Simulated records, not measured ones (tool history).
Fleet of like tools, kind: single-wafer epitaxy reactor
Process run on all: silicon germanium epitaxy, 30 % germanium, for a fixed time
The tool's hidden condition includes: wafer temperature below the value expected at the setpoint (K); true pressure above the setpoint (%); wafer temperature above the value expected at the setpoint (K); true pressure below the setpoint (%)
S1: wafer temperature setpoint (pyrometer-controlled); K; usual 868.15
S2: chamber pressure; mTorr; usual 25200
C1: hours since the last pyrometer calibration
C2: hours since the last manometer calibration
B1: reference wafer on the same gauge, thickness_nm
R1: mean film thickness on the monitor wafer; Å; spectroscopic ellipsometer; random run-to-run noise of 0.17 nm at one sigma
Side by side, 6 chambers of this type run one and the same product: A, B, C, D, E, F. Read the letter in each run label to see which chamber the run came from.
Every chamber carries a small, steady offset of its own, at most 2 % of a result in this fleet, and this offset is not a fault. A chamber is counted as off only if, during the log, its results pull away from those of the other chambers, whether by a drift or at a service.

Run 1F, day 0.2: usual settings; C1 1334.9; C2 205.8; B1 66.92. Result: R1 593.75 Å.
Run 2B, day 0.467: usual settings; C1 523.7; C2 1174.7; B1 66.939. Result: R1 593.42 Å.
Run 3D, day 0.633: usual settings; C1 563.7; C2 952; B1 66.923. Result: R1 596.58 Å.
Run 4C, day 0.888: usual settings; C1 1573.4; C2 549.5; B1 66.876. Result: R1 585.46 Å.
Run 5E, day 1.108: usual settings; C1 1636.2; C2 1349.8; B1 66.878. Result: R1 596.62 Å.
Run 6A, day 1.338: usual settings; C1 704; C2 307.8; B1 66.928. Result: R1 580.14 Å.
At day 1.588: chamber E: capacitance manometer re-zeroed and calibrated.
Run 7C, day 1.625: usual settings; C1 1591.1; C2 567.2; B1 66.959. Result: R1 584.98 Å.
At day 1.771: chamber B: capacitance manometer re-zeroed and calibrated.
Run 8F, day 1.933: usual settings; C1 1376.5; C2 247.4; B1 66.919. Result: R1 592.99 Å.
Run 9B, day 2.275: usual settings; C1 567.1; C2 12.2; B1 66.947. Result: R1 591.22 Å.
Run 10D, day 2.612: usual settings; C1 611.2; C2 999.5; B1 66.884. Result: R1 588.75 Å.
Run 11E, day 2.954: usual settings but S1 859.15 K; C1 1680.5; C2 32.8; B1 66.909. Result: R1 502.07 Å.
Run 12A, day 3.312: usual settings but S1 859.15 K; C1 751.4; C2 355.2; B1 66.865. Result: R1 491.43 Å.
Run 13D, day 3.579: usual settings but S1 859.15 K; C1 634.4; C2 1022.7; B1 66.889. Result: R1 501.02 Å.
Run 14E, day 3.933: usual settings but S1 859.15 K; C1 1704; C2 56.3; B1 66.854. Result: R1 503.03 Å.
Run 15C, day 4.238: usual settings but S1 859.15 K; C1 1653.8; C2 629.9; B1 66.871. Result: R1 493.52 Å.
Run 16A, day 4.412: usual settings but S1 859.15 K; C1 777.8; C2 381.6; B1 66.925. Result: R1 492.63 Å.
Run 17B, day 4.721: usual settings; C1 625.8; C2 70.9; B1 66.86. Result: R1 593.04 Å.
Run 18F, day 5.008: usual settings; C1 1450.3; C2 321.2; B1 66.915. Result: R1 595.22 Å.
Run 19A, day 5.292: usual settings; C1 798.9; C2 402.7; B1 66.859. Result: R1 579.9 Å.
Run 20F, day 5.488: usual settings; C1 1461.8; C2 332.7; B1 66.884. Result: R1 598.52 Å.
Run 21E, day 5.767: usual settings but S2 19500 mTorr; C1 1748; C2 100.3; B1 66.894. Result: R1 536.8 Å.
Run 22D, day 5.942: usual settings but S2 19500 mTorr; C1 691.1; C2 1079.4; B1 66.894. Result: R1 527.51 Å.
Run 23C, day 6.142: usual settings but S2 19500 mTorr; C1 1699.5; C2 675.6; B1 66.942. Result: R1 530.45 Å.
Run 24B, day 6.329: usual settings but S2 19500 mTorr; C1 664.4; C2 109.5; B1 66.862. Result: R1 534.67 Å.
Run 25A, day 6.596: usual settings but S2 19500 mTorr; C1 830.2; C2 434; B1 66.898. Result: R1 526.38 Å.
Run 26F, day 6.883: usual settings but S2 19500 mTorr; C1 1495.3; C2 366.2; B1 66.903. Result: R1 537.68 Å.
At day 6.979: chamber D: capacitance manometer re-zeroed and calibrated.
Run 27D, day 7.196: usual settings; C1 721.2; C2 5.3; B1 66.855. Result: R1 586.84 Å.
Run 28B, day 7.525: usual settings; C1 693.1; C2 138.2; B1 66.963. Result: R1 593.72 Å.
Run 29E, day 7.8: usual settings; C1 1796.8; C2 149.1; B1 66.938. Result: R1 595.7 Å.
Run 30C, day 8.104: usual settings; C1 1746.6; C2 722.7; B1 66.879. Result: R1 585.94 Å.
Run 31D, day 8.379: usual settings but S2 19500 mTorr; C1 749.6; C2 33.7; B1 66.914. Result: R1 521.74 Å.
At day 8.483: chamber C: pyrometer calibrated.
Run 32B, day 8.721: usual settings but S2 19500 mTorr; C1 721.8; C2 166.9; B1 66.868. Result: R1 533.54 Å.
Run 33A, day 8.875: usual settings but S2 19500 mTorr; C1 884.9; C2 488.7; B1 66.94. Result: R1 524.38 Å.
Run 34E, day 9.208: usual settings but S2 19500 mTorr; C1 1830.6; C2 182.9; B1 66.843. Result: R1 537.22 Å.
Run 35F, day 9.429: usual settings but S2 19500 mTorr; C1 1556.4; C2 427.3; B1 66.92. Result: R1 539.73 Å.
Run 36C, day 9.667: usual settings but S2 19500 mTorr; C1 28.4; C2 760.2; B1 66.903. Result: R1 531.91 Å.
Run 37C, day 9.942: usual settings; C1 35; C2 766.8; B1 66.943. Result: R1 583.5 Å.

Next, all 6 chambers run the settings below, one line each with question marks for the results. What does each chamber give?
Run 38A, day 10.2: usual settings. Result: R1 ?.
Run 38B, day 10.2: usual settings. Result: R1 ?.
Run 38C, day 10.2: usual settings. Result: R1 ?.
Run 38D, day 10.2: usual settings. Result: R1 ?.
Run 38E, day 10.2: usual settings. Result: R1 ?.
Run 38F, day 10.2: usual settings. Result: R1 ?.

run      R1
38A  581.61
38B  594.54
38C  586.48
38D  578.09
38E   595.3
38F  598.39

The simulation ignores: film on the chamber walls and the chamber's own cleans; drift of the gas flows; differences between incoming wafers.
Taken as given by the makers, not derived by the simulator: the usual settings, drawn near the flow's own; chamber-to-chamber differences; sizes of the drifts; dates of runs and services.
